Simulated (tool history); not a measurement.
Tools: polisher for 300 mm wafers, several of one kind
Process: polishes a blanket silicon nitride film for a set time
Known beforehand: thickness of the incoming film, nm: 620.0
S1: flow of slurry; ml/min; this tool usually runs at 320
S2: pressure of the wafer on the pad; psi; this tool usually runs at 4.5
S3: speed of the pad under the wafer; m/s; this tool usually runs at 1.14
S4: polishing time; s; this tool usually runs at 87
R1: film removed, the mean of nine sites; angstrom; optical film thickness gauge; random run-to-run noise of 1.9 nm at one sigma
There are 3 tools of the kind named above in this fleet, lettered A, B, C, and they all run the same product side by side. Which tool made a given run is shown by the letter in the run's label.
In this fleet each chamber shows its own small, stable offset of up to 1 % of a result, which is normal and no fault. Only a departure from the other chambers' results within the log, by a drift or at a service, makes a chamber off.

run	hour	S1	S2	S3	S4	R1
1C	8.6	320	4.5	1.14	87	1906.9
# hour 11.7: chamber B: worn pad replaced by a new one
2B	13.9	320	4.5	1.14	87	1919.4
3A	20.7	320	4.5	1.14	87	1916.3
4C	27.6	320	4.5	1.14	87	1909.4
5B	36.6	320	4.5	1.14	87	1886.4
6A	43.3	320	4.5	1.14	87	1898.6
7A	48.7	320	4.5	1.14	87	1896.8
# hour 51.3: chamber A: worn pad replaced by a new one
# hour 53.5: chamber B: head pressure recalibrated
8C	55.4	320	5.6	1.5	87	2963.8
9B	61.5	320	5.6	1.5	87	3001.4
# hour 64.3: chamber B: worn pad replaced by a new one
10B	66.6	320	5.6	1.5	87	2941.2
11A	70.7	320	4.5	1.14	87	1916.5
12C	79.4	320	4.5	1.14	87	1903.9
13A	85	320	4.5	1.14	87	1922.5
14C	92.6	320	4.5	1.14	87	1903.4
# hour 98.7: chamber C: worn pad replaced by a new one
15B	101.4	320	4.5	1.14	87	1936
# hour 102.8: chamber B: slurry nozzle cleaned
# hour 104.9: chamber C: slurry nozzle cleaned
16B	108.2	320	4.5	1.14	87	1906.6
# hour 110.6: chamber B: worn pad replaced by a new one
# hour 112.6: chamber A: slurry nozzle cleaned
# hour 113.3: chamber A: worn pad replaced by a new one
17A	114.1	320	4.5	1.14	87	1948.9
18C	119.2	320	4.5	1.14	87	1913.8
# hour 123: chamber C: head pressure recalibrated
19B	125	320	4.5	0.76	87	1421.7
20A	129.5	320	4.5	0.76	87	1348.3
21C	137	320	4.5	0.76	87	1357.4
22A	143.7	320	4.5	1.14	87	1928.4
23B	148.5	320	4.5	1.14	87	1903.3
24C	153	385	4.5	1.14	87	1948.9
25B	158.6	385	4.5	1.14	87	1940.8
# hour 160.1: chamber B: worn pad replaced by a new one
26A	164.8	385	4.5	1.14	87	1948.5
# hour 169.8: chamber A: head pressure recalibrated
27C	173.6	320	4.5	1.14	87	1894.6
28B	177.9	320	4.5	1.14	87	1914.5
# hour 179.5: chamber A: worn pad replaced by a new one
29C	184.6	320	4.5	1.14	87	1909.9
30A	191.5	320	4.5	1.14	87	1965.1
31B	195.4	320	4.5	1.14	87	1913.3
32A	202.4	320	4.5	1.14	87	1927.9
33C	209.4	320	5	1.14	87	2112.7
34B	216.2	320	5	1.14	87	2147.3

Does one chamber stand apart from the rest, does the shared gauge drift, or is all well apart from small per-chamber offsets? Give the chamber and the most likely cause, where there is one.

Neither any chamber nor the gauge drifts; the chambers differ only by their own small, steady offsets.

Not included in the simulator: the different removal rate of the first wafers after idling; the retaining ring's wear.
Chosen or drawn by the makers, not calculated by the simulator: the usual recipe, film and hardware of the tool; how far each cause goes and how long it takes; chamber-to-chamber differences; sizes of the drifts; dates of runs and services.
